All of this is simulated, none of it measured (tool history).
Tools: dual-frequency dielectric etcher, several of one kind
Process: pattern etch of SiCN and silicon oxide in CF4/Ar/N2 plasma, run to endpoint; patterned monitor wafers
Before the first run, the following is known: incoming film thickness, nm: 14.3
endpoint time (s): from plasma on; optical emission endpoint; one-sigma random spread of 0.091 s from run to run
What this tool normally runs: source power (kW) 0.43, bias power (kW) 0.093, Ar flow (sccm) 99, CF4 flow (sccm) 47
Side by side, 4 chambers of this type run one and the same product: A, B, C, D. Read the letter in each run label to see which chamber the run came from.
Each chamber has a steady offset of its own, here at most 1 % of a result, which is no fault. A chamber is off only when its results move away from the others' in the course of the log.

run	hour	source power (kW)	bias power (kW)	Ar flow (sccm)	CF4 flow (sccm)	endpoint time (s)
1C	3.9	0.43	0.093	99	47	16.73
2A	6.4	0.43	0.093	99	47	16.783
3B	10.6	0.43	0.093	99	47	16.548
4D	13.5	0.43	0.093	99	47	16.506
5A	15.7	0.43	0.093	99	47	16.821
6B	20	0.43	0.093	99	47	16.639
# hour 20.7: chamber D: wet clean of the chamber
7C	23	0.43	0.093	99	47	16.55
8D	25.9	0.43	0.093	99	41	16.812
9A	29.6	0.43	0.093	99	41	17.09
10D	32.6	0.43	0.093	99	41	16.955
11C	34.9	0.43	0.093	99	41	17.123
12B	38.4	0.43	0.093	99	47	16.709
13B	42.9	0.43	0.093	99	47	16.592
14A	45.3	0.43	0.093	99	47	16.818
15C	48.8	0.43	0.1	99	47	16.241
16D	53	0.43	0.1	99	47	16.059
17C	56.6	0.43	0.1	99	47	16.299
18A	59.9	0.43	0.1	99	47	16.264
19D	64.4	0.43	0.093	99	47	16.619
20B	68.1	0.43	0.093	99	47	16.776
21B	72.7	0.43	0.093	99	47	16.6
22D	75.8	0.43	0.093	99	47	16.628
23C	78.6	0.43	0.093	99	47	16.557
24A	80.8	0.43	0.093	79	47	16.267
25D	85.4	0.43	0.093	79	47	16.113
26B	89.2	0.43	0.093	79	47	16.063
27A	91.8	0.43	0.093	79	47	16.195
28C	96	0.43	0.093	99	47	16.514
29D	99.3	0.43	0.093	109	47	16.71
30A	101.5	0.43	0.093	109	47	17.134
31B	105.2	0.43	0.093	109	47	16.841
32C	108.7	0.43	0.093	109	47	16.519
33C	110.8	0.43	0.093	99	47	16.325
34B	114	0.43	0.093	99	47	16.533
35A	117.6	0.43	0.093	99	47	16.785
36D	120.8	0.43	0.093	99	47	16.559
37D	125.1	0.48	0.093	99	47	14.997
38A	129.1	0.48	0.093	99	47	15.282
39C	133.2	0.48	0.093	99	47	14.731

All chambers now run identical settings, listed one chamber a line with results as question marks. What results will each chamber show?
40A	136.5	0.43	0.093	99	47	?
40B	136.5	0.43	0.093	99	47	?
40C	136.5	0.43	0.093	99	47	?
40D	136.5	0.43	0.093	99	47	?

run	endpoint time (s)
40A	16.876
40B	16.597
40C	16.08
40D	16.649
